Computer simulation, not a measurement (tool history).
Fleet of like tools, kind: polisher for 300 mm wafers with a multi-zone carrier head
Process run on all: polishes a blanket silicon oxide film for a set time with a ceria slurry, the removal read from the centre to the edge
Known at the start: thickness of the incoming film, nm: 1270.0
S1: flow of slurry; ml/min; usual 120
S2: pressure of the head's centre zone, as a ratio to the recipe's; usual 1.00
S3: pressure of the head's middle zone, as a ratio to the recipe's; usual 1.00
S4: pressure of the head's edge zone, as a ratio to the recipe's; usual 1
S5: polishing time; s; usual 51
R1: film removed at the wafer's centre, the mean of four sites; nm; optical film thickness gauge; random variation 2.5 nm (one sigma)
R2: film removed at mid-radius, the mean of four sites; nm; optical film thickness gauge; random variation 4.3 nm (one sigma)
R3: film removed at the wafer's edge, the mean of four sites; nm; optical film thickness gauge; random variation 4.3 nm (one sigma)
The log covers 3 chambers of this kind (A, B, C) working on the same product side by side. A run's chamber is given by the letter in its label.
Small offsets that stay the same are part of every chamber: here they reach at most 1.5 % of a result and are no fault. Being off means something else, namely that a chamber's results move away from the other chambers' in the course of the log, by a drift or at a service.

Run 1B, hour 11.4: usual settings. Result: R1 285.33 nm, R2 288.84 nm, R3 284.65 nm.
Run 2A, hour 25.2: usual settings. Result: R1 287.92 nm, R2 297.17 nm, R3 285.42 nm.
Run 3C, hour 38.5: usual settings. Result: R1 287.89 nm, R2 289.47 nm, R3 295.77 nm.
At hour 51.8: chamber C: worn pad replaced by a new one.
Run 4C, hour 54.7: usual settings. Result: R1 285.85 nm, R2 285.88 nm, R3 293.68 nm.
At hour 58.7: chamber A: worn pad replaced by a new one.
At hour 60.0: chamber B: edge zone pressure recalibrated.
At hour 62.3: chamber B: worn pad replaced by a new one.
Run 5A, hour 68.5: usual settings but S3 0.90. Result: R1 289.30 nm, R2 267.52 nm, R3 285.55 nm.
Run 6B, hour 76.3: usual settings but S3 0.90. Result: R1 283.58 nm, R2 259.73 nm, R3 285.29 nm.
Run 7B, hour 86.5: usual settings but S3 0.90. Result: R1 284.32 nm, R2 261.48 nm, R3 284.45 nm.
At hour 92.3: chamber C: slurry nozzle cleaned.
Run 8A, hour 94.9: usual settings. Result: R1 292.90 nm, R2 294.09 nm, R3 288.78 nm.
At hour 104.6: chamber B: centre zone pressure recalibrated.
Run 9C, hour 105.6: usual settings. Result: R1 294.77 nm, R2 292.17 nm, R3 285.37 nm.
Run 10C, hour 115.7: usual settings. Result: R1 289.90 nm, R2 296.11 nm, R3 284.40 nm.
At hour 117.7: chamber C: worn pad replaced by a new one.
At hour 120.2: chamber B: slurry nozzle cleaned.
At hour 121.9: chamber A: worn pad replaced by a new one.
Run 11A, hour 128.0: usual settings. Result: R1 291.21 nm, R2 295.44 nm, R3 282.86 nm.
At hour 137.4: chamber B: worn pad replaced by a new one.
Run 12B, hour 141.6: usual settings. Result: R1 256.48 nm, R2 292.91 nm, R3 286.63 nm.
Run 13C, hour 149.9: usual settings. Result: R1 287.94 nm, R2 296.07 nm, R3 288.29 nm.
At hour 156.1: chamber C: edge zone pressure recalibrated.
Run 14B, hour 162.8: usual settings. Result: R1 257.74 nm, R2 289.03 nm, R3 297.17 nm.
Run 15A, hour 170.3: usual settings. Result: R1 293.19 nm, R2 290.93 nm, R3 285.10 nm.
At hour 178.9: chamber A: slurry nozzle cleaned.
Run 16C, hour 184.5: usual settings. Result: R1 292.54 nm, R2 295.54 nm, R3 296.98 nm.
At hour 190.6: chamber A: worn pad replaced by a new one.
At hour 191.6: chamber C: worn pad replaced by a new one.
Run 17B, hour 192.7: usual settings. Result: R1 260.37 nm, R2 281.80 nm, R3 292.46 nm.
Run 18A, hour 201.5: usual settings. Result: R1 289.54 nm, R2 293.47 nm, R3 292.33 nm.
At hour 205.4: chamber B: worn pad replaced by a new one.
Run 19B, hour 213.9: usual settings. Result: R1 255.10 nm, R2 288.63 nm, R3 286.46 nm.
Run 20A, hour 230.0: usual settings. Result: R1 291.23 nm, R2 293.77 nm, R3 286.86 nm.
Run 21C, hour 238.2: usual settings but S2 1.05, S5 60 s. Result: R1 361.33 nm, R2 332.86 nm, R3 338.38 nm.
Run 22B, hour 252.6: usual settings but S2 1.05, S5 60 s. Result: R1 316.82 nm, R2 339.29 nm, R3 336.12 nm.
At hour 262.8: chamber C: worn pad replaced by a new one.
Run 23A, hour 268.3: usual settings but S2 1.05, S5 60 s. Result: R1 362.05 nm, R2 343.38 nm, R3 340.75 nm.
At hour 271.1: chamber A: worn pad replaced by a new one.
At hour 280.6: chamber B: worn pad replaced by a new one.
Run 24C, hour 283.2: usual settings. Result: R1 289.41 nm, R2 288.07 nm, R3 292.50 nm.
Run 25A, hour 294.6: usual settings but S2 1.07, S3 1.11. Result: R1 315.45 nm, R2 318.71 nm, R3 286.11 nm.
Run 26C, hour 304.3: usual settings but S2 1.07, S3 1.11. Result: R1 308.36 nm, R2 317.53 nm, R3 294.48 nm.
Run 27B, hour 315.6: usual settings but S2 1.07, S3 1.11. Result: R1 277.13 nm, R2 325.09 nm, R3 284.55 nm.
Run 28B, hour 325.4: usual settings. Result: R1 251.44 nm, R2 290.08 nm, R3 289.84 nm.
At hour 329.5: chamber C: worn pad replaced by a new one.
Run 29A, hour 337.1: usual settings. Result: R1 284.27 nm, R2 291.46 nm, R3 287.49 nm.
Run 30C, hour 348.0: usual settings. Result: R1 295.22 nm, R2 289.39 nm, R3 291.88 nm.

All chambers now run identical settings, listed one chamber a line with results as question marks. What results will each chamber show?
Run 31A, hour 359.6: usual settings but S1 90 ml/min. Result: R1 ?, R2 ?, R3 ?.
Run 31B, hour 359.6: usual settings but S1 90 ml/min. Result: R1 ?, R2 ?, R3 ?.
Run 31C, hour 359.6: usual settings but S1 90 ml/min. Result: R1 ?, R2 ?, R3 ?.

run      R1      R2      R3
31A  264.19  265.31  275.12
31B  233.98  261.74  267.52
31C  262.58  266.33  276.59

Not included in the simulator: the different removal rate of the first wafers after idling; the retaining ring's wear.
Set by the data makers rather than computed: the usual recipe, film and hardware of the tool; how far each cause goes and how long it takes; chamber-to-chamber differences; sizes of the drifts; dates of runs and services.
